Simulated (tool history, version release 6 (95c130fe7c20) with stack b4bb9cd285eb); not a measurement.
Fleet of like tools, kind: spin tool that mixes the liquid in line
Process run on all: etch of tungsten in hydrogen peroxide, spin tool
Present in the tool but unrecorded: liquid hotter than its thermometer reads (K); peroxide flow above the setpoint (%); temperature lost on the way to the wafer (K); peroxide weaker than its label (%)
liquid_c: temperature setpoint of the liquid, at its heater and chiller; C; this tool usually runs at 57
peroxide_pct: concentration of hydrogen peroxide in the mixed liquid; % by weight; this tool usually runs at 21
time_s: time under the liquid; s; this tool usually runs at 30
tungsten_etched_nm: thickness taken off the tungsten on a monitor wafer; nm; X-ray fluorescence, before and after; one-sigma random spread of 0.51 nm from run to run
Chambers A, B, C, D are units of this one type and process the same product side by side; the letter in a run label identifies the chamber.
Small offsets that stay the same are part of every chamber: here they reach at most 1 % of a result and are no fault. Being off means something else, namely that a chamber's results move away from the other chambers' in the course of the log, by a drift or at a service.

run	day	liquid_c	peroxide_pct	time_s	hours since the thermometer was replaced	hours since the peroxide flow meter was replaced	hours since the heated supply line was repaired	hours since the drum of peroxide was connected	read-back film thickness of the tungsten reference wafer, read on the same gauge (nm)	tungsten_etched_nm
# day 0.162: chamber C: heated supply line repaired
1A	0.246	57	21	30	1123.4	1661.8	112.7	100.9	69.958	54.63
2B	0.538	57	21	30	1452.2	941.6	1332	312.4	70.031	53.904
3D	0.988	57	21	30	234.9	692.3	985.8	843	70.026	54.858
# day 1.167: chamber C: new drum of peroxide connected
4C	1.425	57	21	30	1039.4	83.9	30.4	6.3	70.003	54.259
5B	1.696	57	21	30	1480	969.4	1359.8	340.2	69.981	54.091
6C	2.054	57	15	30	1054.5	99	45.5	21.4	69.994	46.708
7A	2.308	57	15	30	1172.9	1711.3	162.2	150.4	69.985	45.302
8D	2.562	57	15	30	272.7	730.1	1023.6	880.8	70.043	46.337
9C	2.792	57	15	30	1072.2	116.7	63.2	39.1	70.021	46.172
10B	3.021	57	21	30	1511.8	1001.2	1391.6	372	70.014	54.014
11D	3.221	57	21	30	288.5	745.9	1039.4	896.6	69.974	54.478
12A	3.612	57	21	30	1204.2	1742.6	193.5	181.7	70.062	54.799
13A	3.817	57	21	30	1209.1	1747.5	198.4	186.6	69.97	54.084
14D	4.025	57	21	30	307.8	765.2	1058.7	915.9	70.049	54.809
15C	4.221	57	21	30	1106.5	151	97.5	73.4	70.014	55.362
16B	4.658	57	21	30	1551.1	1040.5	1430.9	411.3	70.011	53.337
17A	5.1	57	21	30	1239.9	1778.3	229.2	217.4	70.025	54.623
18B	5.408	57	21	30	1569.1	1058.5	1448.9	429.3	70	54.712
# day 5.692: chamber D: peroxide flow meter replaced
19D	5.817	57	21	30	350.8	3	1101.7	958.9	70.011	54.19
20C	6.258	57	21	30	1155.4	199.9	146.4	122.3	70.044	54.847
21C	6.575	57	21	30	1163	207.5	154	129.9	69.963	54.636
22B	6.975	57	21	30	1606.7	1096.1	1486.5	466.9	69.98	54.121
23D	7.296	57	21	30	386.3	38.5	1137.2	994.4	70.029	55.151
24A	7.542	57	21	30	1298.5	1836.9	287.8	276	69.987	53.448
25C	7.988	57	21	30	1196.9	241.4	187.9	163.8	70.035	54.276
26B	8.325	60	21	30	1639.1	1128.5	1518.9	499.3	70.002	65.072
27A	8.671	60	21	30	1325.6	1864	314.9	303.1	69.968	64.96
28D	8.958	60	21	30	426.2	78.4	1177.1	1034.3	70.038	64.813
29D	9.3	60	21	30	434.4	86.6	1185.3	1042.5	70.01	64.401
30A	9.729	57	21	30	1351	1889.4	340.3	328.5	69.985	54.488
31B	10.158	57	21	30	1683.1	1172.5	1562.9	543.3	70.007	54.221
32C	10.588	57	21	30	1259.3	303.8	250.3	226.2	70.02	54.424
33A	10.958	57	21	30	1380.5	1918.9	369.8	358	69.982	53.409
34B	11.396	57	21	30	1712.8	1202.2	1592.6	573	70.013	54.728
35C	11.75	57	21	30	1287.2	331.7	278.2	254.1	69.979	54.992
36D	12.112	57	27	30	501.9	154.1	1252.8	1110	69.944	62.687
37C	12.333	57	27	30	1301.2	345.7	292.2	268.1	69.967	61.767
38D	12.646	57	27	30	514.7	166.9	1265.6	1122.8	69.947	61.674
39B	12.912	57	27	30	1749.2	1238.6	1629	609.4	69.988	61.707
40A	13.133	57	21	30	1432.7	1971.1	422	410.2	69.949	54.247
41C	13.488	57	21	30	1328.9	373.4	319.9	295.8	69.975	54.314
42D	13.821	57	21	30	542.9	195.1	1293.8	1151	69.993	54.072
43A	14.212	57	21	30	1458.6	1997	447.9	436.1	69.961	54.079
44B	14.546	57	21	30	1788.4	1277.8	1668.2	648.6	70.005	53.6

Which is it: a chamber that has drifted or been left off by a service, a gauge drift common to all chambers, or only each chamber's usual small offset? If a chamber is off, name it and its likeliest cause.

Nothing is wrong: each chamber keeps only its own small, steady offset and the gauge holds still.

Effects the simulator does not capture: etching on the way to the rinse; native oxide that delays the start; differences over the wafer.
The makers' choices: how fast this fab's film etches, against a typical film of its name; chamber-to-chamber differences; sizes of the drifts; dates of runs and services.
